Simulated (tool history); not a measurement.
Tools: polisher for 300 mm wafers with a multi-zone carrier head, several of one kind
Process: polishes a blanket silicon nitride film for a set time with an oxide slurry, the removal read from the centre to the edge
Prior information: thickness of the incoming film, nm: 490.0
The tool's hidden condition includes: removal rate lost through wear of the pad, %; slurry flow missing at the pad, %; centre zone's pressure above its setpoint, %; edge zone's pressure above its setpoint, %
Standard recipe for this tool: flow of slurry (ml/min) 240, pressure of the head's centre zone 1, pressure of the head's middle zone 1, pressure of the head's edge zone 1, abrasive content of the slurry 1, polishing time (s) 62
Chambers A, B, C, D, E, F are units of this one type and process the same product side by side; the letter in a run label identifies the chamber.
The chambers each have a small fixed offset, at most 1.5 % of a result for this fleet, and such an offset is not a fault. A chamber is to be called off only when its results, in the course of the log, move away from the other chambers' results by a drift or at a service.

run     day  flow of slurry (ml/min)  pressure of the head's centre zone  pressure of the head's middle zone  pressure of the head's edge zone  abrasive content of the slurry  polishing time (s)  wafers polished on this pad  hours since the slurry nozzle was cleaned  hours since the centre zone pressure was calibrated  hours since the edge zone pressure was calibrated  film removed at the wafer's centre (angstrom)  film removed at mid-radius (angstrom)  film removed at the wafer's edge (angstrom)
      0.183  -- chamber D: worn pad replaced by a new one
 1F   0.446                      240                                   1                                   1                                 1                               1                  62                          259                                      316.8                                                276.6                                              492.8                                         230.74                                 236.34                                       235.88
 2A     0.9                      240                                   1                                   1                                 1                               1                  62                          699                                      445.6                                               1253.9                                              380.6                                          231.6                                 237.63                                       236.86
      1.062  -- chamber A: worn pad replaced by a new one
 3E   1.121                      240                                   1                                   1                                 1                               1                  62                         1009                                      241.4                                                 78.3                                               60.6                                         230.37                                 235.69                                        237.7
 4D   1.408                      240                                   1                                   1                                 1                               1                  62                          279                                      445.7                                                151.8                                              946.2                                         235.06                                 234.79                                       235.02
 5B   1.812                      240                                   1                                   1                                 1                               1                  62                          498                                      227.4                                                860.5                                               66.8                                          234.7                                 236.43                                       234.46
 6C   2.096                      240                                   1                                   1                                 1                               1                  62                          762                                       51.7                                                201.6                                              929.1                                          233.6                                  234.8                                       232.11
 7A   2.388                      240                                   1                                   1                                 1                               1                  62                          302                                      481.3                                               1289.6                                              416.3                                          228.6                                 235.42                                       234.97
 8E   2.671                      240                                   1                                   1                                 1                               1                  62                         1362                                      278.6                                                115.5                                               97.8                                         233.79                                 235.72                                       237.18
 9F   2.942                      240                                   1                                   1                               0.9                               1                  62                          828                                      376.7                                                336.5                                              552.7                                         231.15                                 233.33                                       222.88
10B   3.179                      240                                   1                                   1                               0.9                               1                  62                          810                                      260.2                                                893.3                                               99.6                                         231.64                                 233.71                                       221.51
      3.317  -- chamber E: worn pad replaced by a new one
      3.362  -- chamber B: worn pad replaced by a new one
11D    3.45                      240                                   1                                   1                               0.9                               1                  62                          745                                      494.7                                                200.8                                              995.2                                         235.27                                 234.14                                       221.15
      3.738  -- chamber C: edge zone pressure recalibrated
12C   3.854                      240                                   1                                   1                               0.9                               1                  62                         1163                                       93.9                                                243.8                                                2.9                                         235.52                                 234.59                                       222.58
13D   4.129                      240                                   1                                   1                               0.9                               1                  62                          899                                        511                                                217.1                                             1011.5                                         233.54                                 233.59                                       221.29
      4.329  -- chamber A: worn pad replaced by a new one
14B   4.446                      240                                   1                                   1                               0.9                               1                  62                          247                                      290.6                                                923.7                                                130                                         234.97                                 237.93                                       219.22
15C   4.696                      240                                   1                                   1                                 1                               1                  62                         1354                                      114.1                                                  264                                               23.1                                          234.8                                 233.46                                        232.9
      4.829  -- chamber C: worn pad replaced by a new one
16F   5.125                      240                                   1                                   1                                 1                               1                  62                         1325                                      429.1                                                388.9                                              605.1                                         233.48                                 234.77                                       237.45
      5.229  -- chamber F: worn pad replaced by a new one
17A   5.512                      240                                   1                                0.89                                 1                               1                  62                          270                                      556.3                                               1364.6                                              491.3                                         230.02                                 209.55                                       235.82
      5.542  -- chamber F: centre zone pressure recalibrated
18E   5.992                      240                                   1                                0.89                                 1                               1                  62                          610                                      358.3                                                195.2                                              177.5                                         234.11                                 210.86                                        234.2
      6.033  -- chamber A: edge zone pressure recalibrated
      6.142  -- chamber A: slurry nozzle cleaned
      6.171  -- chamber D: edge zone pressure recalibrated
      6.267  -- chamber A: centre zone pressure recalibrated
      6.312  -- chamber D: worn pad replaced by a new one
19C   6.438                      240                                   1                                0.89                                 1                               1                  62                          367                                      155.9                                                305.8                                               64.9                                         234.97                                 212.65                                       230.72
      6.583  -- chamber E: slurry nozzle cleaned
20F   6.888                      240                                   1                                0.89                                 1                               1                  62                          378                                      471.4                                                 32.3                                              647.4                                          230.6                                 211.91                                       235.73
21A   7.346                      240                                   1                                0.89                                 1                               1                  62                          688                                       28.9                                                   26                                               31.6                                         229.36                                 208.02                                       235.63
      7.358  -- chamber A: worn pad replaced by a new one
      7.533  -- chamber B: worn pad replaced by a new one
22D   7.654                      240                                   1                                0.89                                 1                               1                  62                          306                                      595.6                                                301.7                                               35.6                                         229.96                                 209.05                                       234.84
23E   8.088                      240                                   1                                   1                                 1                               1                  62                         1088                                       36.1                                                245.5                                              227.8                                         233.26                                 235.26                                       233.49
24B   8.442                      240                                   1                                   1                                 1                               1                  62                          207                                      386.5                                               1019.6                                              225.9                                         232.33                                 231.43                                       233.16
      8.783  -- chamber E: worn pad replaced by a new one
25F   8.821                      240                                   1                                   1                              1.11                               1                  62                          819                                      517.8                                                 78.7                                              693.8                                         234.71                                 237.34                                       250.17
      9.038  -- chamber F: slurry nozzle cleaned
26E   9.296                      240                                   1                                   1                              1.11                               1                  62                          117                                       65.1                                                274.5                                              256.8                                         232.58                                 234.39                                       250.62
      9.479  -- chamber D: slurry nozzle cleaned
27C   9.717                      240                                   1                                   1                              1.11                               1                  62                         1114                                      234.6                                                384.5                                              143.6                                         236.19                                 233.88                                       244.87
28D  10.142                      240                                   1                                   1                              1.11                               1                  62                          873                                         16                                                361.4                                               95.3                                         233.85                                 235.05                                       247.29
29B  10.379                      240                                   1                                   1                              1.11                               1                  62                          648                                        433                                               1066.1                                              272.4                                         230.28                                 237.54                                       245.03
30A  10.621                      240                                   1                                   1                              1.11                               1                  62                          744                                      107.5                                                104.6                                              110.2                                         232.25                                  233.3                                       252.11
     10.696  -- chamber A: worn pad replaced by a new one
     10.704  -- chamber F: worn pad replaced by a new one
31E  10.946                      240                                   1                                   1                                 1                               1                  62                          493                                      104.7                                                314.1                                              296.4                                         233.73                                 237.35                                       234.18
     10.983  -- chamber C: worn pad replaced by a new one
     11.071  -- chamber D: worn pad replaced by a new one
32D  11.408                      240                                   1                                   1                                 1                               1                  62                           77                                       46.4                                                391.8                                              125.7                                         237.91                                 236.28                                       232.04
     11.546  -- chamber B: centre zone pressure recalibrated
33B   11.75                      240                                   1                                   1                                 1                               1                  62                          961                                      465.9                                                    5                                              305.3                                          232.5                                 238.03                                       229.92
34F  12.108                      240                                   1                                   1                                 1                               1                  62                          320                                       73.8                                                157.6                                              772.7                                         231.43                                 234.14                                       234.36
     12.304  -- chamber B: worn pad replaced by a new one
35A  12.333                      200                                   1                                   1                                 1                             0.8                  62                          373                                      148.6                                                145.7                                              151.3                                         200.28                                 205.62                                       205.37
36C  12.788                      200                                   1                                   1                                 1                             0.8                  62                          411                                      308.3                                                458.2                                              217.3                                         201.61                                 203.24                                       205.53
37F  13.062                      200                                   1                                   1                                 1                             0.8                  62                          537                                       96.7                                                180.5                                              795.6                                            201                                 203.72                                       208.34
38D  13.471                      200                                   1                                   1                                 1                             0.8                  62                          547                                       95.9                                                441.3                                              175.2                                         207.01                                 204.91                                       206.18
39B  13.683                      200                                   1                                   1                                 1                             0.8                  62                          315                                      512.3                                                 51.4                                              351.7                                         204.68                                 207.41                                       204.75
      13.95  -- chamber A: worn pad replaced by a new one
40C  14.012                      200                                   1                                   1                                 1                             0.8                  62                          691                                      337.7                                                487.6                                              246.7                                         207.38                                 204.41                                       206.98
41E  14.371                      240                                   1                                   1                                 1                               1                  62                         1274                                      186.9                                                396.3                                              378.6                                         238.13                                  235.3                                       232.85
42A  14.846                      240                                   1                                   1                                 1                               1                  62                          205                                      208.9                                                  206                                              211.6                                         228.54                                 234.77                                       233.58
43B  15.175                      240                                   1                                   1                                 1                               1                  62                          655                                      548.1                                                 87.2                                              387.5                                         234.44                                  232.9                                       234.85

What goes on in this fleet: one chamber off, a drifting gauge, or nothing beyond the chambers' own small offsets? Name the chamber and the cause, if any.

Beyond each chamber's small constant offset nothing stands out, and the gauge stays steady.
